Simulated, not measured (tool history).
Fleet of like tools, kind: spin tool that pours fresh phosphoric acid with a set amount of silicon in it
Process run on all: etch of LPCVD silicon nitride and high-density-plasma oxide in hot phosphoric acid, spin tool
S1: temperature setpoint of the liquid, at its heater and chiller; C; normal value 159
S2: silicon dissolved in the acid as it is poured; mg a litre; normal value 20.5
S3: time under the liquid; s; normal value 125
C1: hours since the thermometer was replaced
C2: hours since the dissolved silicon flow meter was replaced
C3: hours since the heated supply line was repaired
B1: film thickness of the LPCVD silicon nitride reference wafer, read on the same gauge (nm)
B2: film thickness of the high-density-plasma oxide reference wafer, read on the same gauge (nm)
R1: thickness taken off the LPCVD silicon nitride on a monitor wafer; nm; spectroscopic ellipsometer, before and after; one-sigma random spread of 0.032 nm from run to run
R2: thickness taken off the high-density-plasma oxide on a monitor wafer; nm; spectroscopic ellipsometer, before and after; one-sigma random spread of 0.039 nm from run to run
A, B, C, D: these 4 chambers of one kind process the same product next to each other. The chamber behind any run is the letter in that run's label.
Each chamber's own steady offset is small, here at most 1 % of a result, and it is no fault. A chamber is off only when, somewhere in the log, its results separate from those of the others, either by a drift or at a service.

{"run": "1C", "hour": 5.9, "S1": 159, "S2": 20.5, "S3": 125, "C1": 1197, "C2": 497.7, "C3": 565.3, "B1": 80.017, "B2": 80.019, "R1": 9.9747, "R2": 0.3713}
{"run": "2A", "hour": 10.6, "S1": 159, "S2": 20.5, "S3": 125, "C1": 1167.6, "C2": 373.3, "C3": 765.9, "B1": 80.039, "B2": 79.979, "R1": 9.9943, "R2": 0.33661}
{"run": "3D", "hour": 15.2, "S1": 159, "S2": 20.5, "S3": 125, "C1": 1180.8, "C2": 1158.5, "C3": 1112.5, "B1": 79.989, "B2": 79.998, "R1": 10.036, "R2": 0.32164}
{"run": "4B", "hour": 21.4, "S1": 159, "S2": 20.5, "S3": 125, "C1": 1448.7, "C2": 288.2, "C3": 709, "B1": 80.015, "B2": 79.996, "R1": 9.9489, "R2": 0.27145}
{"run": "5B", "hour": 25.2, "S1": 159, "S2": 20.5, "S3": 125, "C1": 1452.5, "C2": 292, "C3": 712.8, "B1": 79.97, "B2": 79.968, "R1": 9.9455, "R2": 0.28742}
{"run": "6A", "hour": 30.5, "S1": 159, "S2": 20.5, "S3": 125, "C1": 1187.5, "C2": 393.2, "C3": 785.8, "B1": 79.966, "B2": 80.008, "R1": 9.9515, "R2": 0.35492}
{"run": "7D", "hour": 37.4, "S1": 159, "S2": 20.5, "S3": 125, "C1": 1203, "C2": 1180.7, "C3": 1134.7, "B1": 79.918, "B2": 79.977, "R1": 9.9315, "R2": 0.3459}
{"run": "8C", "hour": 41.4, "S1": 159, "S2": 20.5, "S3": 125, "C1": 1232.5, "C2": 533.2, "C3": 600.8, "B1": 80.006, "B2": 79.984, "R1": 10.005, "R2": 0.29715}
{"run": "9D", "hour": 45.2, "S1": 159, "S2": 20.5, "S3": 125, "C1": 1210.8, "C2": 1188.5, "C3": 1142.5, "B1": 79.974, "B2": 80.025, "R1": 9.9561, "R2": 0.33275}
{"run": "10C", "hour": 50.5, "S1": 162, "S2": 20.5, "S3": 55, "C1": 1241.6, "C2": 542.3, "C3": 609.9, "B1": 79.992, "B2": 80.019, "R1": 4.8667, "R2": 0.1774}
{"run": "11B", "hour": 54.4, "S1": 162, "S2": 20.5, "S3": 55, "C1": 1481.7, "C2": 321.2, "C3": 742, "B1": 80.001, "B2": 80.004, "R1": 4.8457, "R2": 0.16163}
{"run": "12A", "hour": 57.8, "S1": 162, "S2": 20.5, "S3": 55, "C1": 1214.8, "C2": 420.5, "C3": 813.1, "B1": 80.004, "B2": 80.01, "R1": 4.8513, "R2": 0.18574}
{"run": "13A", "hour": 61.7, "S1": 162, "S2": 20.5, "S3": 55, "C1": 1218.7, "C2": 424.4, "C3": 817, "B1": 80.009, "B2": 79.992, "R1": 4.8663, "R2": 0.16529}
{"run": "14D", "hour": 66.8, "S1": 159, "S2": 20.5, "S3": 125, "C1": 1232.4, "C2": 1210.1, "C3": 1164.1, "B1": 79.946, "B2": 80.014, "R1": 9.9587, "R2": 0.33567}
{"run": "15C", "hour": 73.5, "S1": 159, "S2": 20.5, "S3": 125, "C1": 1264.6, "C2": 565.3, "C3": 632.9, "B1": 80.028, "B2": 80.008, "R1": 10.01, "R2": 0.39652}
{"run": "16B", "hour": 78.2, "S1": 159, "S2": 20.5, "S3": 125, "C1": 1505.5, "C2": 345, "C3": 765.8, "B1": 80.027, "B2": 80.011, "R1": 9.9399, "R2": 0.35676}
{"run": "17A", "hour": 83.1, "S1": 159, "S2": 20.5, "S3": 125, "C1": 1240.1, "C2": 445.8, "C3": 838.4, "B1": 79.967, "B2": 79.989, "R1": 9.9643, "R2": 0.2925}
{"run": "18C", "hour": 89.1, "S1": 159, "S2": 20.5, "S3": 125, "C1": 1280.2, "C2": 580.9, "C3": 648.5, "B1": 79.998, "B2": 80.011, "R1": 9.9183, "R2": 0.32805}
{"run": "19D", "hour": 94.7, "S1": 159, "S2": 20.5, "S3": 125, "C1": 1260.3, "C2": 1238, "C3": 1192, "B1": 79.991, "B2": 79.972, "R1": 9.938, "R2": 0.33944}
{"run": "20B", "hour": 100.6, "S1": 159, "S2": 20.5, "S3": 125, "C1": 1527.9, "C2": 367.4, "C3": 788.2, "B1": 79.944, "B2": 80.021, "R1": 9.9298, "R2": 0.33894}
{"run": "21D", "hour": 104.5, "S1": 159, "S2": 20.5, "S3": 125, "C1": 1270.1, "C2": 1247.8, "C3": 1201.8, "B1": 80.065, "B2": 79.966, "R1": 9.951, "R2": 0.35782}
{"run": "22A", "hour": 111.1, "S1": 159, "S2": 20.5, "S3": 90, "C1": 1268.1, "C2": 473.8, "C3": 866.4, "B1": 79.998, "B2": 79.986, "R1": 7.1528, "R2": 0.21806}
{"run": "23C", "hour": 115.2, "S1": 159, "S2": 20.5, "S3": 90, "C1": 1306.3, "C2": 607, "C3": 674.6, "B1": 80.005, "B2": 79.995, "R1": 7.2011, "R2": 0.29215}
{"run": "24B", "hour": 119.9, "S1": 159, "S2": 20.5, "S3": 90, "C1": 1547.2, "C2": 386.7, "C3": 807.5, "B1": 80.009, "B2": 79.977, "R1": 7.1854, "R2": 0.28797}
{"run": "25A", "hour": 125.4, "S1": 159, "S2": 20.5, "S3": 90, "C1": 1282.4, "C2": 488.1, "C3": 880.7, "B1": 79.962, "B2": 79.985, "R1": 7.1626, "R2": 0.19359}
{"hour": 127.0, "done": "chamber C: heated supply line repaired"}
{"run": "26D", "hour": 131.2, "S1": 159, "S2": 20.5, "S3": 125, "C1": 1296.8, "C2": 1274.5, "C3": 1228.5, "B1": 80.008, "B2": 80.007, "R1": 9.9516, "R2": 0.30072}
{"run": "27B", "hour": 136.2, "S1": 159, "S2": 20.5, "S3": 125, "C1": 1563.5, "C2": 403, "C3": 823.8, "B1": 80.023, "B2": 79.99, "R1": 9.9593, "R2": 0.29607}
{"run": "28C", "hour": 141.0, "S1": 159, "S2": 20.5, "S3": 125, "C1": 1332.1, "C2": 632.8, "C3": 14, "B1": 79.96, "B2": 79.981, "R1": 9.9737, "R2": 0.33405}
{"run": "29A", "hour": 145.0, "S1": 159, "S2": 20.5, "S3": 125, "C1": 1302, "C2": 507.7, "C3": 900.3, "B1": 80.027, "B2": 80.006, "R1": 9.923, "R2": 0.36703}
{"run": "30D", "hour": 150.8, "S1": 159, "S2": 20.5, "S3": 125, "C1": 1316.4, "C2": 1294.1, "C3": 1248.1, "B1": 79.98, "B2": 80.039, "R1": 9.9322, "R2": 0.28263}
{"run": "31B", "hour": 154.0, "S1": 159, "S2": 20.5, "S3": 125, "C1": 1581.3, "C2": 420.8, "C3": 841.6, "B1": 80.024, "B2": 80.005, "R1": 9.9484, "R2": 0.27738}
{"run": "32C", "hour": 157.7, "S1": 159, "S2": 20.5, "S3": 125, "C1": 1348.8, "C2": 649.5, "C3": 30.7, "B1": 80.029, "B2": 80.021, "R1": 9.987, "R2": 0.34998}
{"run": "33D", "hour": 164.6, "S1": 159, "S2": 20.5, "S3": 180, "C1": 1330.2, "C2": 1307.9, "C3": 1261.9, "B1": 79.979, "B2": 80.029, "R1": 14.389, "R2": 0.51561}
{"run": "34A", "hour": 168.7, "S1": 159, "S2": 20.5, "S3": 180, "C1": 1325.7, "C2": 531.4, "C3": 924, "B1": 79.974, "B2": 79.981, "R1": 14.339, "R2": 0.54348}

Is one chamber off against the others, does the gauge drift, or is nothing wrong? If a chamber is off, say which, and what the likeliest cause is.

The fleet is healthy, with each chamber sitting at its usual small offset and no drift in the gauge.
